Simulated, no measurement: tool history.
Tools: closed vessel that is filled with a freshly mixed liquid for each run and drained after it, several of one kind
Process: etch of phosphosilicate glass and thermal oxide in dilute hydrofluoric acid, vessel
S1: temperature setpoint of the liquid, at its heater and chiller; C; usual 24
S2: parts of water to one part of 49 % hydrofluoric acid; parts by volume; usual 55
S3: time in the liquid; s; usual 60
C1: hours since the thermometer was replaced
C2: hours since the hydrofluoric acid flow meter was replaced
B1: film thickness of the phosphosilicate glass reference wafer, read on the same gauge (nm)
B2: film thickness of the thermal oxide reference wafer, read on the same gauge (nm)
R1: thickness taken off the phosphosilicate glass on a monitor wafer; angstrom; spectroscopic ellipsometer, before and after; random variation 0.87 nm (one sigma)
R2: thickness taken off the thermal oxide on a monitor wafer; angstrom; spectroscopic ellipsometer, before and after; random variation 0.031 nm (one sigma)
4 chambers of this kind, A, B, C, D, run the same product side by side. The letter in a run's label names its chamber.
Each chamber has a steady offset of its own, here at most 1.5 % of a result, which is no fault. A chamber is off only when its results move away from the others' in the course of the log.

run 1A day=0.146 | S1=24 S2=55 S3=60 | C1=1551.2 C2=39.3 | B1=59.981 B2=89.993 | R1=1002.70 R2=52.974
run 2B day=0.275 | S1=24 S2=55 S3=60 | C1=823.6 C2=353.1 | B1=60.003 B2=90.019 | R1=1002.00 R2=52.857
run 3D day=0.417 | S1=24 S2=55 S3=60 | C1=1395.5 C2=1844.1 | B1=59.991 B2=90.005 | R1=1025.50 R2=52.366
run 4C day=0.575 | S1=24 S2=55 S3=60 | C1=2176.3 C2=2458.4 | B1=59.994 B2=90.018 | R1=1011.70 R2=52.829
run 5D day=0.712 | S1=24 S2=55 S3=60 | C1=1402.6 C2=1851.2 | B1=59.991 B2=90.008 | R1=1007.90 R2=52.155
run 6A day=0.904 | S1=24 S2=55 S3=35 | C1=1569.4 C2=57.5 | B1=59.997 B2=90.032 | R1=585.72 R2=30.518
-- day=0.962 chamber D: hydrofluoric acid flow meter replaced
run 7C day=1.046 | S1=24 S2=55 S3=35 | C1=2187.6 C2=2469.7 | B1=60.018 B2=89.970 | R1=593.60 R2=30.769
run 8B day=1.254 | S1=24 S2=55 S3=35 | C1=847.1 C2=376.6 | B1=60.018 B2=90.032 | R1=589.31 R2=30.902
run 9D day=1.400 | S1=24 S2=55 S3=35 | C1=1419.1 C2=10.5 | B1=59.981 B2=90.007 | R1=589.75 R2=30.507
run 10B day=1.533 | S1=24 S2=75 S3=75 | C1=853.8 C2=383.3 | B1=60.017 B2=89.985 | R1=877.67 R2=46.871
run 11C day=1.762 | S1=24 S2=75 S3=75 | C1=2204.8 C2=2486.9 | B1=59.994 B2=90.032 | R1=877.15 R2=47.155
run 12A day=1.992 | S1=24 S2=75 S3=75 | C1=1595.5 C2=83.6 | B1=60.003 B2=90.041 | R1=893.06 R2=46.831
run 13C day=2.217 | S1=24 S2=75 S3=75 | C1=2215.7 C2=2497.8 | B1=60.002 B2=90.030 | R1=899.06 R2=46.823
run 14D day=2.354 | S1=24 S2=45 S3=35 | C1=1442.0 C2=33.4 | B1=60.007 B2=90.002 | R1=723.92 R2=38.233
run 15A day=2.533 | S1=24 S2=45 S3=35 | C1=1608.5 C2=96.6 | B1=60.012 B2=90.019 | R1=735.42 R2=37.512
run 16B day=2.738 | S1=24 S2=45 S3=35 | C1=882.7 C2=412.2 | B1=60.028 B2=89.972 | R1=722.54 R2=39.015
run 17D day=2.888 | S1=24 S2=45 S3=35 | C1=1454.8 C2=46.2 | B1=59.991 B2=90.005 | R1=714.91 R2=37.673
run 18C day=3.079 | S1=24 S2=55 S3=60 | C1=2236.4 C2=2518.5 | B1=60.008 B2=90.004 | R1=987.58 R2=52.760
run 19A day=3.288 | S1=24 S2=55 S3=60 | C1=1626.6 C2=114.7 | B1=60.031 B2=89.981 | R1=1011.20 R2=52.741
run 20B day=3.446 | S1=24 S2=55 S3=60 | C1=899.7 C2=429.2 | B1=59.990 B2=89.994 | R1=1001.90 R2=53.108
run 21C day=3.608 | S1=28 S2=55 S3=60 | C1=2249.1 C2=2531.2 | B1=59.981 B2=89.985 | R1=1190.10 R2=61.928
run 22B day=3.738 | S1=28 S2=55 S3=60 | C1=906.7 C2=436.2 | B1=60.016 B2=89.988 | R1=1176.40 R2=62.245
run 23A day=3.942 | S1=28 S2=55 S3=60 | C1=1642.3 C2=130.4 | B1=59.998 B2=89.972 | R1=1178.70 R2=61.932
run 24D day=4.075 | S1=28 S2=55 S3=60 | C1=1483.3 C2=74.7 | B1=59.998 B2=89.977 | R1=1180.90 R2=60.919
run 25A day=4.212 | S1=24 S2=35 S3=60 | C1=1648.8 C2=136.9 | B1=59.994 B2=90.031 | R1=1626.40 R2=84.498
run 26C day=4.429 | S1=24 S2=35 S3=60 | C1=2268.8 C2=2550.9 | B1=59.996 B2=89.980 | R1=1606.50 R2=84.731
run 27B day=4.558 | S1=24 S2=35 S3=60 | C1=926.4 C2=455.9 | B1=60.006 B2=90.052 | R1=1633.40 R2=86.355
run 28D day=4.738 | S1=24 S2=35 S3=60 | C1=1499.2 C2=90.6 | B1=60.026 B2=90.030 | R1=1614.90 R2=83.485
run 29B day=4.871 | S1=24 S2=55 S3=60 | C1=933.9 C2=463.4 | B1=60.000 B2=89.953 | R1=1000.80 R2=53.576
-- day=5.017 chamber C: hydrofluoric acid flow meter replaced
run 30A day=5.067 | S1=24 S2=55 S3=60 | C1=1669.3 C2=157.4 | B1=59.994 B2=90.014 | R1=986.95 R2=52.202
run 31C day=5.217 | S1=24 S2=55 S3=60 | C1=2287.7 C2=4.9 | B1=60.039 B2=89.979 | R1=1003.30 R2=52.893
run 32D day=5.450 | S1=24 S2=55 S3=60 | C1=1516.3 C2=107.7 | B1=59.997 B2=90.016 | R1=1011.30 R2=52.283

What goes on in this fleet: one chamber off, a drifting gauge, or nothing beyond the chambers' own small offsets? Name the chamber and the cause, if any.

No chamber stands off beyond its own small offset, and the gauge holds steady.
